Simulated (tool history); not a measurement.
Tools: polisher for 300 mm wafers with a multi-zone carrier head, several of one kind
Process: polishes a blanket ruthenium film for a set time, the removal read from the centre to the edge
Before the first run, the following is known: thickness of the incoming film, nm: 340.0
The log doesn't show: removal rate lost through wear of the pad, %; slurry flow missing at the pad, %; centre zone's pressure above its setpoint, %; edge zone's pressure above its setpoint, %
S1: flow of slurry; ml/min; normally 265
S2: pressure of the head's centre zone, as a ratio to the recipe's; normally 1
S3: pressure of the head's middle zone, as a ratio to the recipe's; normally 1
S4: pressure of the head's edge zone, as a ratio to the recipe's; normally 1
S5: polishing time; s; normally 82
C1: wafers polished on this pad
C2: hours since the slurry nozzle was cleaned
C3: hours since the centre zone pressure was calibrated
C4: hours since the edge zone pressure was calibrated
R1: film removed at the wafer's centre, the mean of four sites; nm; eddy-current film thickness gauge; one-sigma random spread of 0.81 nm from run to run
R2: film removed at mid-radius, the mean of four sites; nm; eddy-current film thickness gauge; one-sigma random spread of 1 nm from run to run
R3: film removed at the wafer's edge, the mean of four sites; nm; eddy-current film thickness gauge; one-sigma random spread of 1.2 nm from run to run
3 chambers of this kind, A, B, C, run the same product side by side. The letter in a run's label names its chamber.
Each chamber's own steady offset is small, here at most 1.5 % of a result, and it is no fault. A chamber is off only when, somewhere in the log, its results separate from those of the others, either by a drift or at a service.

run   hour   S1    S2    S3  S4  S5    C1     C2     C3      C4      R1      R2      R3
       4.5  -- chamber A: worn pad replaced by a new one
 1C    6.9  265     1     1   1  82   727  195.4  213.8   261.7  87.451  87.686  86.203
 2B   14.6  265     1     1   1  82   527  528.8  629.8     487  87.454  88.683  90.198
 3A     20  265     1     1   1  82   120  398.8  649.9     897  88.282  86.815  87.262
 4C     29  265     1     1   1  82   899  217.5  235.9   283.8  88.088  88.251  85.318
      36.9  -- chamber B: worn pad replaced by a new one
 5B   39.7  265  1.07  1.04   1  82    22  553.9  654.9   512.1  93.555  90.497  87.839
 6A   49.9  265  1.07  1.04   1  82   353  428.7  679.8   926.9  94.133  92.788   86.37
      50.1  -- chamber B: slurry nozzle cleaned
 7C   57.3  265  1.07  1.04   1  82  1120  245.8  264.2   312.1  93.722  90.972  87.338
 8A     65  180     1     1   1  82   471  443.8  694.9     942  83.083  85.364  84.272
 9B     75  180     1     1   1  82   296   24.9  690.2   547.4  82.919  84.185  84.076
10C   86.4  180     1     1   1  82  1346  274.9  293.3   341.2  80.885   84.55  81.851
11A   96.1  265     1     1   1  82   713  474.9    726   973.1  88.371   88.23  86.844
      99.5  -- chamber A: worn pad replaced by a new one
12B  104.8  265     1     1   1  82   528   54.7    720   577.2  87.119  88.034  86.363
     108.9  -- chamber A: slurry nozzle cleaned
13B  111.3  265     1     1   1  82   579   61.2  726.5   583.7  87.085  88.374  88.419
14A  118.8  265     1     1   1  82   150    9.9  748.7   995.8  87.575   89.72  90.497
     124.5  -- chamber C: worn pad replaced by a new one
15C  126.4  265     1     1   1  82    14  314.9  333.3   381.2  86.599  88.068  85.584
     127.6  -- chamber B: worn pad replaced by a new one
16C  132.6  265     1     1   1  82    63  321.1  339.5   387.4  87.625  89.172  84.806
17B  139.7  265     1     1   1  82    94   89.6  754.9   612.1  86.775  86.113  89.347
18A  145.9  265     1     1   1  82   361     37  775.8  1022.9  86.769  88.685  88.485
19A  156.8  265     1     1   1  82   445   47.9  786.7  1033.8  88.254  88.186  88.136
20C  162.9  265     1     1   1  82   298  351.4  369.8   417.7  88.432  86.965  87.616
21B  173.1  265     1     1   1  82   354    123  788.3   645.5  87.295  88.958   86.75
22B  183.9  265  1.09  0.89   1  82   438  133.8  799.1   656.3  95.602  78.052  88.957
     189.3  -- chamber A: worn pad replaced by a new one
23A  194.6  265  1.09  0.89   1  82    41   85.7  824.5  1071.6  98.821  80.061  87.396
24C    201  265  1.09  0.89   1  82   595  389.5  407.9   455.8  97.272  79.816  87.099
25A  211.3  265     1     1   1  82   171  102.4  841.2  1088.3   87.33  88.007   87.57
26C  218.2  265     1     1   1  82   729  406.7  425.1     473  89.263  88.765  86.715
27B  229.8  265     1     1   1  82   796  179.7    845   702.2  87.876  89.891  88.504
28A  241.7  265     1     1   1  82   408  132.8  871.6  1118.7  88.067  88.044  87.477
29C  253.6  265     1     1   1  82  1004  442.1  460.5   508.4  87.459  85.985  86.103

Next, every chamber runs the same settings. What will each give?
30A  262.2  265   1   1   1  82                   ?   ?   ?
30B  262.2  265   1   1   1  82                   ?   ?   ?
30C  262.2  265   1   1   1  82                   ?   ?   ?

run      R1      R2      R3
30A  88.247  87.551  87.014
30B  86.897  87.483  88.343
30C  88.382   88.05  86.244
